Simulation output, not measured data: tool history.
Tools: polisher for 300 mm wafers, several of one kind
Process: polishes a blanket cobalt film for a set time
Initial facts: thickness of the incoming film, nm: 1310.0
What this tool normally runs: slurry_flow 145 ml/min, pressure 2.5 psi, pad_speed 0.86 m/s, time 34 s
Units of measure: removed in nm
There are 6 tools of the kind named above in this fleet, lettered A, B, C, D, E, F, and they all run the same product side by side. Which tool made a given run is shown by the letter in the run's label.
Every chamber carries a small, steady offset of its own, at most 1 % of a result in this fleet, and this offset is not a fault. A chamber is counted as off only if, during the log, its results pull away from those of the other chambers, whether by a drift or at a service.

run	hour	slurry_flow	pressure	pad_speed	time	removed
# hour 0.1: chamber D: worn pad replaced by a new one
# hour 1.4: chamber B: worn pad replaced by a new one
1D	3.8	145	2.5	0.86	34	172.34
2E	8.3	145	2.5	0.86	34	181.04
3A	12.1	145	2.5	0.86	34	177.95
4B	16.9	145	2.5	0.86	34	179.59
# hour 18: chamber E: worn pad replaced by a new one
5C	20.9	100	2.9	0.86	34	191.61
# hour 24.6: chamber A: slurry nozzle cleaned
6F	28.2	100	2.9	0.86	34	190.11
7D	31.4	100	2.9	0.86	34	194.21
# hour 33.2: chamber F: worn pad replaced by a new one
8F	34.6	100	2.9	0.86	34	192.6
# hour 39: chamber B: slurry nozzle cleaned
9C	39.8	100	2.9	0.86	34	190.04
10A	44	100	2.9	0.86	34	192.69
# hour 46.4: chamber D: worn pad replaced by a new one
11E	50.3	145	2.5	0.86	34	179.32
12B	54.9	145	2.5	0.86	34	185.24
# hour 56.8: chamber A: worn pad replaced by a new one
13B	59.4	145	2.5	0.86	34	181.33
14C	65.7	145	2.5	0.86	34	178.68
# hour 66.7: chamber B: worn pad replaced by a new one
# hour 71.1: chamber C: slurry nozzle cleaned
15A	72.6	145	2.5	0.86	34	178.81
# hour 74.9: chamber E: worn pad replaced by a new one
# hour 77.3: chamber C: worn pad replaced by a new one
16F	78.5	145	2.5	0.86	34	173.2
# hour 80.3: chamber F: worn pad replaced by a new one
17D	83.2	145	2.5	0.86	34	176.12
# hour 86.9: chamber D: worn pad replaced by a new one
18E	88.8	120	2.5	0.86	34	167.2
19A	93.6	120	2.5	0.86	34	174.01
20F	100.3	120	2.5	0.86	34	172.82
21D	106.1	120	2.5	0.86	34	170.92
22E	109.4	120	2.5	0.86	34	172.11
23C	112.7	120	2.5	0.86	34	168.6
# hour 117.7: chamber F: worn pad replaced by a new one
24B	120.1	145	2.5	0.86	34	179.84
25B	126.1	175	2.5	1.02	34	214.93
# hour 126.4: chamber E: head pressure recalibrated
# hour 128.6: chamber D: worn pad replaced by a new one
# hour 130.9: chamber E: worn pad replaced by a new one
26A	133.2	175	2.5	1.02	34	224.14
# hour 138: chamber B: worn pad replaced by a new one
27C	138.5	175	2.5	1.02	34	215.92
# hour 141.5: chamber F: slurry nozzle cleaned
28F	143.3	175	2.5	1.02	34	213.89
# hour 143.7: chamber C: worn pad replaced by a new one
29D	148.7	175	2.5	1.02	34	220.27
30E	153.3	175	2.5	1.02	34	207
# hour 157: chamber F: worn pad replaced by a new one
31B	160.7	145	2.5	0.86	34	179.29
32E	166.8	145	2.5	0.86	34	166.17
# hour 167.8: chamber A: worn pad replaced by a new one
# hour 171.9: chamber D: worn pad replaced by a new one
33F	173.7	145	2.5	0.86	34	177.52
34C	179.1	145	2.5	0.86	34	177.44
# hour 182.2: chamber E: worn pad replaced by a new one
35A	184.2	145	2.5	0.86	34	180.72
36D	188	145	2.5	0.86	34	177.66
37A	191.4	145	2.5	0.86	34	179.17
38F	197.1	145	2.5	0.86	34	175.49
39E	201.7	145	2.5	0.86	34	168.05
40C	204.9	145	2.5	0.86	34	175.48
41D	211.9	145	2.5	0.86	34	177.22
# hour 212.8: chamber B: worn pad replaced by a new one
42B	216.8	145	2.5	0.96	38	223.17

Each of the 6 chambers runs these same settings next. Fill in every chamber's results:
43A	222.1	145	3.2	0.86	34	?
43B	222.1	145	3.2	0.86	34	?
43C	222.1	145	3.2	0.86	34	?
43D	222.1	145	3.2	0.86	34	?
43E	222.1	145	3.2	0.86	34	?
43F	222.1	145	3.2	0.86	34	?

run	removed
43A	231.64
43B	225.98
43C	229.29
43D	227.05
43E	214.88
43F	218.04

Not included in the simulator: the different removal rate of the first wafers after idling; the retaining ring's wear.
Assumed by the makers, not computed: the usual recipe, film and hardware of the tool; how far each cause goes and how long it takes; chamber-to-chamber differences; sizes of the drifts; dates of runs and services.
